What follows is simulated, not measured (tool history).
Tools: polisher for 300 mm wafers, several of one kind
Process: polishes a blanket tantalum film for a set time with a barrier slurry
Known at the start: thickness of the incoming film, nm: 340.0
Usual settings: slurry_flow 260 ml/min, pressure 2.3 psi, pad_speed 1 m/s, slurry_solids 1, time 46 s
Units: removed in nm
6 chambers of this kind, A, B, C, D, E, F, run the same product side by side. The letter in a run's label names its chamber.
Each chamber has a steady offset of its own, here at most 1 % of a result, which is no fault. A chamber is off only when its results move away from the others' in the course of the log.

| run | hour | slurry_flow | pressure | pad_speed | slurry_solids | time | wafers polished on this pad | hours since the slurry nozzle was cleaned | hours since the head pressure was calibrated | hours since the slurry blender was calibrated | removed |
|---|---|---|---|---|---|---|---|---|---|---|---|
|  | 1.7 | chamber E: slurry blender recalibrated |
| 1D | 4.9 | 260 | 2.3 | 1 | 1 | 46 | 673 | 304.3 | 854.8 | 9.6 | 97.156 |
| 2E | 7.6 | 260 | 2.3 | 1 | 1 | 46 | 492 | 688.6 | 785.9 | 5.9 | 92.886 |
| 3F | 12.8 | 260 | 2.3 | 1 | 1 | 46 | 203 | 249.5 | 375.4 | 29.7 | 93.351 |
|  | 13.3 | chamber A: worn pad replaced by a new one |
| 4A | 17.6 | 260 | 2.3 | 1 | 1 | 46 | 46 | 110.8 | 348.2 | 348.2 | 92.567 |
|  | 19.8 | chamber E: slurry nozzle cleaned |
| 5C | 22.8 | 260 | 2.3 | 1 | 1 | 46 | 391 | 163.7 | 175.1 | 138.5 | 95.145 |
|  | 24.3 | chamber B: worn pad replaced by a new one |
|  | 25.1 | chamber A: slurry blender recalibrated |
| 6B | 26.2 | 260 | 2.3 | 1 | 1 | 46 | 20 | 82.9 | 303.6 | 57.7 | 93.778 |
|  | 28.9 | chamber C: slurry blender recalibrated |
| 7A | 31.8 | 260 | 2.3 | 1 | 1 | 46 | 198 | 125 | 362.4 | 6.8 | 95.512 |
| 8C | 35.4 | 260 | 2.3 | 1 | 1 | 46 | 526 | 176.3 | 187.7 | 6.5 | 94.671 |
|  | 37.5 | chamber D: worn pad replaced by a new one |
| 9D | 38.7 | 260 | 2.3 | 1 | 1 | 46 | 12 | 338.1 | 888.6 | 43.4 | 93.872 |
| 10B | 41.5 | 260 | 2.3 | 1 | 1 | 46 | 184 | 98.2 | 318.9 | 73 | 95.36 |
|  | 45.2 | chamber A: head pressure recalibrated |
| 11E | 45.4 | 260 | 2.3 | 1 | 1 | 46 | 896 | 25.6 | 823.7 | 43.7 | 92.399 |
| 12F | 49.8 | 260 | 2.3 | 1 | 1 | 46 | 599 | 286.5 | 412.4 | 66.7 | 93.269 |
| 13D | 54.6 | 260 | 2.3 | 1 | 1 | 46 | 183 | 354 | 904.5 | 59.3 | 94.829 |
| 14F | 60.4 | 260 | 2.3 | 1 | 1 | 46 | 712 | 297.1 | 423 | 77.3 | 91.872 |
| 15B | 63.9 | 260 | 2.3 | 1 | 1 | 46 | 423 | 120.6 | 341.3 | 95.4 | 94.587 |
|  | 65.8 | chamber B: worn pad replaced by a new one |
| 16A | 68.1 | 260 | 2.3 | 1 | 1 | 46 | 586 | 161.3 | 23 | 43.1 | 92.536 |
|  | 70.1 | chamber C: worn pad replaced by a new one |
| 17E | 74.2 | 260 | 2.3 | 1 | 1 | 46 | 1204 | 54.4 | 852.5 | 72.5 | 92.542 |
| 18C | 77.7 | 260 | 2.3 | 1 | 1 | 46 | 81 | 218.6 | 230 | 48.8 | 95.517 |
| 19F | 81.9 | 260 | 2.3 | 1 | 1 | 46 | 942 | 318.6 | 444.5 | 98.8 | 94.204 |
| 20C | 87.5 | 260 | 2.3 | 1 | 1 | 46 | 186 | 228.4 | 239.8 | 58.6 | 92.136 |
|  | 87.6 | chamber F: worn pad replaced by a new one |
|  | 89.1 | chamber F: head pressure recalibrated |
| 21B | 92.5 | 260 | 2.3 | 1 | 1 | 46 | 285 | 149.2 | 369.9 | 124 | 94.342 |
|  | 95.4 | chamber E: worn pad replaced by a new one |
| 22E | 98.2 | 260 | 2.3 | 1 | 1 | 46 | 30 | 78.4 | 876.5 | 96.5 | 93.342 |
|  | 99 | chamber A: worn pad replaced by a new one |
|  | 102.7 | chamber D: head pressure recalibrated |
| 23D | 104.1 | 225 | 2 | 1 | 1 | 46 | 712 | 403.5 | 1.5 | 108.8 | 80.654 |
|  | 106.6 | chamber B: worn pad replaced by a new one |
| 24A | 107.9 | 225 | 2 | 1 | 1 | 46 | 95 | 201.1 | 62.8 | 82.9 | 80.972 |
| 25C | 111.2 | 225 | 2 | 1 | 1 | 46 | 439 | 252.1 | 263.5 | 82.3 | 81.008 |
| 26A | 114.7 | 225 | 2 | 1 | 1 | 46 | 168 | 207.9 | 69.6 | 89.7 | 79.341 |
| 27D | 118.1 | 225 | 2 | 1 | 1 | 46 | 862 | 417.5 | 15.5 | 122.8 | 78.456 |
| 28F | 120.8 | 225 | 2 | 1 | 1 | 46 | 355 | 357.5 | 31.7 | 137.7 | 82.404 |
| 29E | 124 | 260 | 2.3 | 1 | 1 | 46 | 306 | 104.2 | 902.3 | 122.3 | 93.88 |
| 30B | 127 | 260 | 2.3 | 1 | 1 | 46 | 218 | 183.7 | 404.4 | 158.5 | 92.243 |
| 31E | 130.7 | 260 | 2.3 | 1 | 1 | 46 | 378 | 110.9 | 909 | 129 | 93.753 |
| 32D | 135.9 | 260 | 2.3 | 1 | 1 | 46 | 1052 | 435.3 | 33.3 | 140.6 | 94.323 |
| 33C | 141.8 | 260 | 2.3 | 1 | 1 | 46 | 767 | 282.7 | 294.1 | 112.9 | 95.849 |
| 34F | 147.1 | 260 | 2.3 | 1 | 1 | 46 | 637 | 383.8 | 58 | 164 | 95.673 |
|  | 150.5 | chamber B: worn pad replaced by a new one |
| 35A | 153.2 | 260 | 2.3 | 1 | 1 | 40 | 580 | 246.4 | 108.1 | 128.2 | 83.868 |
| 36B | 156.7 | 260 | 2.3 | 1 | 1 | 40 | 66 | 213.4 | 434.1 | 188.2 | 81.127 |
|  | 157.7 | chamber C: worn pad replaced by a new one |
|  | 160 | chamber D: worn pad replaced by a new one |
| 37C | 161 | 260 | 2.3 | 1 | 1 | 40 | 36 | 301.9 | 313.3 | 132.1 | 81.355 |
| 38B | 165.5 | 260 | 2.3 | 1 | 1 | 40 | 160 | 222.2 | 442.9 | 197 | 81.838 |
| 39A | 168.4 | 260 | 2.3 | 1 | 1 | 40 | 742 | 261.6 | 123.3 | 143.4 | 83.498 |
| 40E | 171.3 | 260 | 2.3 | 1 | 1 | 40 | 812 | 151.5 | 949.6 | 169.6 | 82.017 |
|  | 173.2 | chamber F: worn pad replaced by a new one |
| 41D | 176.6 | 260 | 2.3 | 1 | 1 | 46 | 178 | 476 | 74 | 181.3 | 95.38 |
| 42F | 181.9 | 260 | 2.7 | 1 | 1 | 46 | 93 | 418.6 | 92.8 | 198.8 | 112.65 |

All 6 chambers run these settings next. Forecast each chamber's results:
| 43A | 186.2 | 260 | 2.3 | 1 | 1.2 | 46 |  |  |  |  | ? |
| 43B | 186.2 | 260 | 2.3 | 1 | 1.2 | 46 |  |  |  |  | ? |
| 43C | 186.2 | 260 | 2.3 | 1 | 1.2 | 46 |  |  |  |  | ? |
| 43D | 186.2 | 260 | 2.3 | 1 | 1.2 | 46 |  |  |  |  | ? |
| 43E | 186.2 | 260 | 2.3 | 1 | 1.2 | 46 |  |  |  |  | ? |
| 43F | 186.2 | 260 | 2.3 | 1 | 1.2 | 46 |  |  |  |  | ? |

| run | removed |
|---|---|
| 43A | 99.106 |
| 43B | 100.18 |
| 43C | 99.981 |
| 43D | 96.643 |
| 43E | 100.01 |
| 43F | 98.221 |
